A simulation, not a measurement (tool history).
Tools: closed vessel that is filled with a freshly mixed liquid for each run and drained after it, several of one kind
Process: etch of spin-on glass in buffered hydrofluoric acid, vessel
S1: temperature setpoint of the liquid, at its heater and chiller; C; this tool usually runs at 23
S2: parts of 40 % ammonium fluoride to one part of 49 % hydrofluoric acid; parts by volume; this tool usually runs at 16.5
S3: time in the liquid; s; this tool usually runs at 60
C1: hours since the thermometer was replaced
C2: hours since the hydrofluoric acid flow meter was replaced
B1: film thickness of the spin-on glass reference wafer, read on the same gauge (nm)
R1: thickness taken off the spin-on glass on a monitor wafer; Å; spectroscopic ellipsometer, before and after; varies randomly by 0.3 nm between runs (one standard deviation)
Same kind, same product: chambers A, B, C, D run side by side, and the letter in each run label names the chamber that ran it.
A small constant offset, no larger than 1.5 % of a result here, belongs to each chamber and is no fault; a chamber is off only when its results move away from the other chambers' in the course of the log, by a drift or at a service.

run	day	S1	S2	S3	C1	C2	B1	R1
1D	0.304	23	16.5	60	726.3	2690.3	80.017	882.65
2C	0.504	23	16.5	60	1716	71.5	80.021	901.56
# day 0.558: chamber A: hydrofluoric acid flow meter replaced
3A	0.696	23	16.5	60	57.4	3.4	79.998	891.58
# day 0.779: chamber D: hydrofluoric acid flow meter replaced
4B	1.104	23	16.5	60	1944	177.7	79.989	906.55
5D	1.462	20	16.5	85	754.1	16.4	80.008	1068.9
6B	1.742	20	16.5	85	1959.3	193	80.009	1084.6
7A	2.104	20	16.5	85	91.2	37.2	80.04	1074.6
8C	2.446	20	16.5	85	1762.6	118.1	80.01	1081.3
9A	2.821	23	16.5	60	108.4	54.4	80.014	883.79
10C	3.038	23	16.5	60	1776.8	132.3	80.024	902.6
11D	3.379	23	16.5	60	800.1	62.4	80.029	888.32
12B	3.592	23	16.5	60	2003.7	237.4	79.972	904.25
13C	3.779	23	16.5	60	1794.6	150.1	79.984	905.39
14A	3.983	23	16.5	60	136.3	82.3	80	891.24
15B	4.367	23	16.5	60	2022.3	256	79.958	908.19
16D	4.75	23	16.5	60	833	95.3	79.986	886.55
17C	5.033	23	16.5	60	1824.7	180.2	79.992	903.9
18B	5.288	23	16.5	60	2044.4	278.1	80.018	904.58
19D	5.488	23	16.5	60	850.7	113	80.007	894.2
20A	5.85	23	16.5	60	181.1	127.1	79.975	891.59
21D	6.279	23	16.5	60	869.7	132	79.977	895.95
22A	6.592	23	16.5	60	198.9	144.9	80.022	896.32
23C	6.779	23	16.5	60	1866.6	222.1	80.028	898.98
24B	7.104	23	16.5	60	2088	321.7	79.986	908.49
25A	7.296	23	16.5	60	215.8	161.8	79.996	890.54
26C	7.729	23	16.5	60	1889.4	244.9	80.037	902.11
27D	7.962	23	16.5	45	910.1	172.4	79.996	667.23
28B	8.158	23	16.5	45	2113.3	347	80.038	676.38
29A	8.479	23	16.5	45	244.2	190.2	80.001	669.11

What goes on in this fleet: one chamber off, a drifting gauge, or nothing beyond the chambers' own small offsets? Name the chamber and the cause, if any.

Nothing is wrong: each chamber keeps only its own small, steady offset and the gauge holds still.
